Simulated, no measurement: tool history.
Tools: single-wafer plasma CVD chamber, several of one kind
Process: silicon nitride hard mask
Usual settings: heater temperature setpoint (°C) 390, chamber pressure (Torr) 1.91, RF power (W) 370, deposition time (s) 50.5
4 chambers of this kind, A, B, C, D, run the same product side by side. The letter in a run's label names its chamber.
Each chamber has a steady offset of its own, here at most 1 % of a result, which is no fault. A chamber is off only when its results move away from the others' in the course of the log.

run	hour	heater temperature setpoint (°C)	chamber pressure (Torr)	RF power (W)	deposition time (s)	hours since the last thermocouple change	hours since the last RF generator calibration	hours since the last manometer calibration	read-back reference wafer on the same gauge, thickness_nm	mean film thickness on the monitor wafer (Å)
1A	7.4	390	1.91	370	50.5	1516.1	484.7	818.1	76.006	698.40
2C	11.4	390	1.91	370	50.5	1923.6	885.1	159.8	75.990	705.11
3D	16.4	390	1.91	370	50.5	1270.1	1597.1	992.3	76.044	707.08
4B	23.7	390	1.91	370	50.5	385.9	949.6	1546.1	75.993	710.18
5D	28.6	390	1.91	370	50.5	1282.3	1609.3	1004.5	76.013	705.45
6A	31.9	390	1.91	370	50.5	1540.6	509.2	842.6	76.007	703.17
7B	38.1	390	1.91	370	50.5	400.3	964.0	1560.5	75.978	708.42
8C	43.3	390	1.91	370	50.5	1955.5	917.0	191.7	76.038	711.06
9B	49.2	390	1.91	370	50.5	411.4	975.1	1571.6	75.981	710.86
10D	55.1	390	1.91	370	50.5	1308.8	1635.8	1031.0	75.959	703.45
11A	62.5	390	1.91	370	50.5	1571.2	539.8	873.2	76.046	695.65
12C	69.5	390	1.91	370	50.5	1981.7	943.2	217.9	76.066	709.81
13C	76.3	390	1.91	370	50.5	1988.5	950.0	224.7	75.999	705.42
14A	82.9	390	1.91	370	50.5	1591.6	560.2	893.6	75.993	696.90
15B	87.9	390	1.91	370	50.5	450.1	1013.8	1610.3	76.012	712.40
16D	91.2	390	1.91	370	50.5	1344.9	1671.9	1067.1	76.061	702.99
17B	98.0	390	1.91	370	50.5	460.2	1023.9	1620.4	75.962	714.34
18A	101.6	390	1.91	370	50.5	1610.3	578.9	912.3	76.033	696.71
19C	107.7	390	1.91	370	50.5	2019.9	981.4	256.1	76.014	705.00
20D	111.1	390	1.91	370	50.5	1364.8	1691.8	1087.0	75.952	704.62
21A	115.2	390	1.91	370	50.5	1623.9	592.5	925.9	76.004	700.99
22C	120.5	390	1.91	370	50.5	2032.7	994.2	268.9	75.947	702.31
23D	125.0	390	1.91	370	54.4	1378.7	1705.7	1100.9	76.015	760.09
24B	128.6	390	1.91	370	54.4	490.8	1054.5	1651.0	76.076	777.03
25A	134.2	390	1.91	370	54.4	1642.9	611.5	944.9	76.000	749.33
26B	139.0	390	1.91	370	54.4	501.2	1064.9	1661.4	75.974	772.31
27C	145.8	390	1.91	370	50.5	2058.0	1019.5	294.2	76.015	705.52
28D	152.7	390	1.91	370	50.5	1406.4	1733.4	1128.6	76.004	703.74
29C	159.5	390	1.91	370	50.5	2071.7	1033.2	307.9	75.949	706.17
30D	164.6	390	1.91	370	50.5	1418.3	1745.3	1140.5	75.996	702.20

What goes on in this fleet: one chamber off, a drifting gauge, or nothing beyond the chambers' own small offsets? Name the chamber and the cause, if any.

Chamber B drifts away from the others.
Cause: true pressure above the setpoint (%) = 7.22.

Here are 4 candidates for chamber B's next run, each the usual settings with a change, their results left as question marks. Which one brings its results back in line with what the others give on the usual settings?
In line means no further than this from the other chambers' mean on the usual settings: mean film thickness on the monitor wafer (Å) 8.60
31B-1	169.9	390	1.91	380	52.4					?
31B-2	169.9	390	1.92	375	51.3					?
31B-3	169.9	390	1.91	355	50.5					?
31B-4	169.9	390	1.87	370	48.1					?

The other chambers' mean on the usual settings: mean film thickness on the monitor wafer (Å) 702.51
run	mean film thickness on the monitor wafer (Å)
31B-1	759.16
31B-2	738.05
31B-3	700.88
31B-4	681.62
31B-3 brings the chamber back in line.
